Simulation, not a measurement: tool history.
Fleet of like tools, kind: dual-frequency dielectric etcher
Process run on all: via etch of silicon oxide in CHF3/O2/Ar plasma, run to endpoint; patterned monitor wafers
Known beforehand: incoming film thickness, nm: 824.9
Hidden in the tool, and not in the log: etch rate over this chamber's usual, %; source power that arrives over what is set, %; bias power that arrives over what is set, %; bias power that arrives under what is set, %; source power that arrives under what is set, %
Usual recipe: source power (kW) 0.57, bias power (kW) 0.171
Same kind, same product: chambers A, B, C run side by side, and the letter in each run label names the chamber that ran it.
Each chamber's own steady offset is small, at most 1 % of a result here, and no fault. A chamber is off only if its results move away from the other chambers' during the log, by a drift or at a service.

run	hour	source power (kW)	bias power (kW)	hours since the last wet clean	hours since the last source power generator calibration	hours since the last bias power generator calibration	endpoint time (s)
1A	11.9	0.57	0.171	260.6	1335.1	2256.7	434.03
2C	22.3	0.57	0.171	246.4	235.6	3313.7	433.22
3B	34.8	0.57	0.171	170.2	1099.8	3954.2	433.5
4B	47.1	0.57	0.171	182.5	1112.1	3966.5	434.78
5C	60.2	0.57	0.171	284.3	273.5	3351.6	432.99
6A	72.6	0.45	0.151	321.3	1395.8	2317.4	497.04
7B	84.5	0.45	0.151	219.9	1149.5	4003.9	497.04
8C	97.2	0.45	0.151	321.3	310.5	3388.6	498.68
9A	106.5	0.46	0.186	355.2	1429.7	2351.3	458.47
10A	120.9	0.46	0.186	369.6	1444.1	2365.7	461.16
11C	135.1	0.46	0.186	359.2	348.4	3426.5	454.64
12B	149.2	0.47	0.141	284.6	1214.2	4068.6	497.14
13B	158.2	0.47	0.141	293.6	1223.2	4077.6	499.46
14C	165.3	0.47	0.141	389.4	378.6	3456.7	490.53
15A	172.1	0.57	0.171	420.8	1495.3	2416.9	436.78
16B	182.9	0.57	0.171	318.3	1247.9	4102.3	438.12
# hour 185.6: chamber A: wet clean of the chamber
17C	190.6	0.57	0.171	414.7	403.9	3482	430.57
18A	196.9	0.47	0.193	11.4	1520.1	2441.7	449.9
19B	206.1	0.47	0.193	341.5	1271.1	4125.5	447.31
20C	217.7	0.47	0.193	441.8	431	3509.1	440.05
21A	225.1	0.57	0.171	39.6	1548.3	2469.9	437.36
22A	233.1	0.57	0.171	47.6	1556.3	2477.9	438.61
23C	242.8	0.57	0.171	466.9	456.1	3534.2	426.12
24B	254.3	0.57	0.171	389.7	1319.3	4173.7	432.82
25C	267.7	0.57	0.171	491.8	481	3559.1	424.92
# hour 277.3: chamber A: source power generator calibrated
26A	278.7	0.57	0.171	93.2	1.5	2523.5	435.84
27B	292.2	0.52	0.155	427.6	1357.2	4211.6	465.3

Each of the 3 chambers runs these same settings next. Fill in every chamber's results:
28A	302.4	0.45	0.171				?
28B	302.4	0.45	0.171				?
28C	302.4	0.45	0.171				?

run	endpoint time (s)
28A	476.79
28B	476.37
28C	460.72
